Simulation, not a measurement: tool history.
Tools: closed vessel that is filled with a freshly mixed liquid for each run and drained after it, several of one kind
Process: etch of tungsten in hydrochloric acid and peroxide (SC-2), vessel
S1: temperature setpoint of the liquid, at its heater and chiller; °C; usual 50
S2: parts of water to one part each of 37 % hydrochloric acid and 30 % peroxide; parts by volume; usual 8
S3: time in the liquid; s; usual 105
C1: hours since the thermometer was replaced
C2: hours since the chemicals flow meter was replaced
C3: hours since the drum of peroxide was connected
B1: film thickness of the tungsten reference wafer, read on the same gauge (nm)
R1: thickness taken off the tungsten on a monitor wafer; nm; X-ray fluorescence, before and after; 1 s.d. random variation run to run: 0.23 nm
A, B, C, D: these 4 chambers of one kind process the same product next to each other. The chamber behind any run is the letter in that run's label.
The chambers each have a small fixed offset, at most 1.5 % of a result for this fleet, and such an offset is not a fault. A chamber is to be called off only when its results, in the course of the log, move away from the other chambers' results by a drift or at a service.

{"run": "1C", "day": 0.396, "S1": 50, "S2": 8, "S3": 105, "C1": 62.2, "C2": 991.6, "C3": 703, "B1": 50.004, "R1": 26.335}
{"run": "2A", "day": 0.583, "S1": 50, "S2": 8, "S3": 105, "C1": 295.9, "C2": 36.1, "C3": 150.7, "B1": 50.041, "R1": 26.685}
{"run": "3D", "day": 0.854, "S1": 50, "S2": 8, "S3": 105, "C1": 723.5, "C2": 210.8, "C3": 599.3, "B1": 49.98, "R1": 26.985}
{"run": "4B", "day": 1.25, "S1": 50, "S2": 8, "S3": 105, "C1": 696.1, "C2": 846.2, "C3": 260.8, "B1": 50.028, "R1": 25.977}
{"day": 1.4, "done": "chamber C: new drum of peroxide connected"}
{"run": "5D", "day": 1.583, "S1": 50, "S2": 8, "S3": 105, "C1": 741, "C2": 228.3, "C3": 616.8, "B1": 50.01, "R1": 26.937}
{"day": 1.838, "done": "chamber D: thermometer replaced"}
{"run": "6A", "day": 1.838, "S1": 50, "S2": 8, "S3": 105, "C1": 326, "C2": 66.2, "C3": 180.8, "B1": 49.98, "R1": 26.333}
{"run": "7B", "day": 2.012, "S1": 50, "S2": 8, "S3": 105, "C1": 714.4, "C2": 864.5, "C3": 279.1, "B1": 50.017, "R1": 26.844}
{"run": "8C", "day": 2.362, "S1": 50, "S2": 8, "S3": 105, "C1": 109.4, "C2": 1038.8, "C3": 23.2, "B1": 50.014, "R1": 26.113}
{"run": "9D", "day": 2.725, "S1": 50, "S2": 8, "S3": 105, "C1": 21.4, "C2": 255.7, "C3": 644.2, "B1": 49.938, "R1": 26.972}
{"run": "10B", "day": 2.933, "S1": 50, "S2": 8, "S3": 105, "C1": 736.5, "C2": 886.6, "C3": 301.2, "B1": 49.982, "R1": 26.485}
{"run": "11C", "day": 3.15, "S1": 50, "S2": 12, "S3": 105, "C1": 128.3, "C2": 1057.7, "C3": 42.1, "B1": 49.991, "R1": 18.478}
{"run": "12A", "day": 3.425, "S1": 50, "S2": 12, "S3": 105, "C1": 364.1, "C2": 104.3, "C3": 218.9, "B1": 50.009, "R1": 19.011}
{"run": "13D", "day": 3.662, "S1": 50, "S2": 12, "S3": 105, "C1": 43.9, "C2": 278.2, "C3": 666.7, "B1": 49.981, "R1": 19.302}
{"run": "14A", "day": 4.004, "S1": 50, "S2": 12, "S3": 105, "C1": 378, "C2": 118.2, "C3": 232.8, "B1": 50.02, "R1": 18.874}
{"run": "15B", "day": 4.379, "S1": 50, "S2": 8, "S3": 105, "C1": 771.2, "C2": 921.3, "C3": 335.9, "B1": 49.993, "R1": 26.194}
{"run": "16C", "day": 4.762, "S1": 53.5, "S2": 8, "S3": 80, "C1": 167, "C2": 1096.4, "C3": 80.8, "B1": 50.015, "R1": 25.637}
{"run": "17C", "day": 5.112, "S1": 53.5, "S2": 8, "S3": 80, "C1": 175.4, "C2": 1104.8, "C3": 89.2, "B1": 49.982, "R1": 25.094}
{"run": "18B", "day": 5.308, "S1": 53.5, "S2": 8, "S3": 80, "C1": 793.5, "C2": 943.6, "C3": 358.2, "B1": 49.96, "R1": 25.731}
{"run": "19D", "day": 5.533, "S1": 53.5, "S2": 8, "S3": 80, "C1": 88.8, "C2": 323.1, "C3": 711.6, "B1": 49.988, "R1": 26.012}
{"run": "20A", "day": 5.712, "S1": 50, "S2": 8, "S3": 105, "C1": 419, "C2": 159.2, "C3": 273.8, "B1": 50.003, "R1": 26.215}
{"run": "21C", "day": 6.096, "S1": 50, "S2": 8, "S3": 105, "C1": 199, "C2": 1128.4, "C3": 112.8, "B1": 50.006, "R1": 26.436}
{"run": "22D", "day": 6.296, "S1": 50, "S2": 8, "S3": 105, "C1": 107.1, "C2": 341.4, "C3": 729.9, "B1": 50.02, "R1": 26.806}
{"run": "23A", "day": 6.633, "S1": 50, "S2": 8, "S3": 105, "C1": 441.1, "C2": 181.3, "C3": 295.9, "B1": 49.966, "R1": 26.107}
{"day": 6.642, "done": "chamber A: new drum of peroxide connected"}
{"run": "24B", "day": 6.821, "S1": 50, "S2": 8, "S3": 105, "C1": 829.8, "C2": 979.9, "C3": 394.5, "B1": 50.016, "R1": 26.135}
{"run": "25D", "day": 7.017, "S1": 50, "S2": 8, "S3": 105, "C1": 124.4, "C2": 358.7, "C3": 747.2, "B1": 50.006, "R1": 26.914}
{"run": "26C", "day": 7.204, "S1": 50, "S2": 8, "S3": 105, "C1": 225.6, "C2": 1155, "C3": 139.4, "B1": 50.015, "R1": 26.375}
{"run": "27B", "day": 7.471, "S1": 50, "S2": 8, "S3": 105, "C1": 845.4, "C2": 995.5, "C3": 410.1, "B1": 50.005, "R1": 26.244}
{"day": 7.592, "done": "chamber B: thermometer replaced"}
{"run": "28A", "day": 7.688, "S1": 50, "S2": 8, "S3": 105, "C1": 466.4, "C2": 206.6, "C3": 25.1, "B1": 49.983, "R1": 26.483}
{"run": "29A", "day": 8.062, "S1": 50, "S2": 8, "S3": 105, "C1": 475.4, "C2": 215.6, "C3": 34.1, "B1": 50, "R1": 26.057}
{"day": 8.408, "done": "chamber B: new drum of peroxide connected"}
{"run": "30C", "day": 8.429, "S1": 50, "S2": 8, "S3": 105, "C1": 255, "C2": 1184.4, "C3": 168.8, "B1": 49.998, "R1": 26.631}
{"run": "31B", "day": 8.683, "S1": 50, "S2": 8, "S3": 105, "C1": 26.3, "C2": 1024.6, "C3": 6.7, "B1": 49.962, "R1": 26.045}

What goes on in this fleet: one chamber off, a drifting gauge, or nothing beyond the chambers' own small offsets? Name the chamber and the cause, if any.

The fleet is healthy, with each chamber sitting at its usual small offset and no drift in the gauge.

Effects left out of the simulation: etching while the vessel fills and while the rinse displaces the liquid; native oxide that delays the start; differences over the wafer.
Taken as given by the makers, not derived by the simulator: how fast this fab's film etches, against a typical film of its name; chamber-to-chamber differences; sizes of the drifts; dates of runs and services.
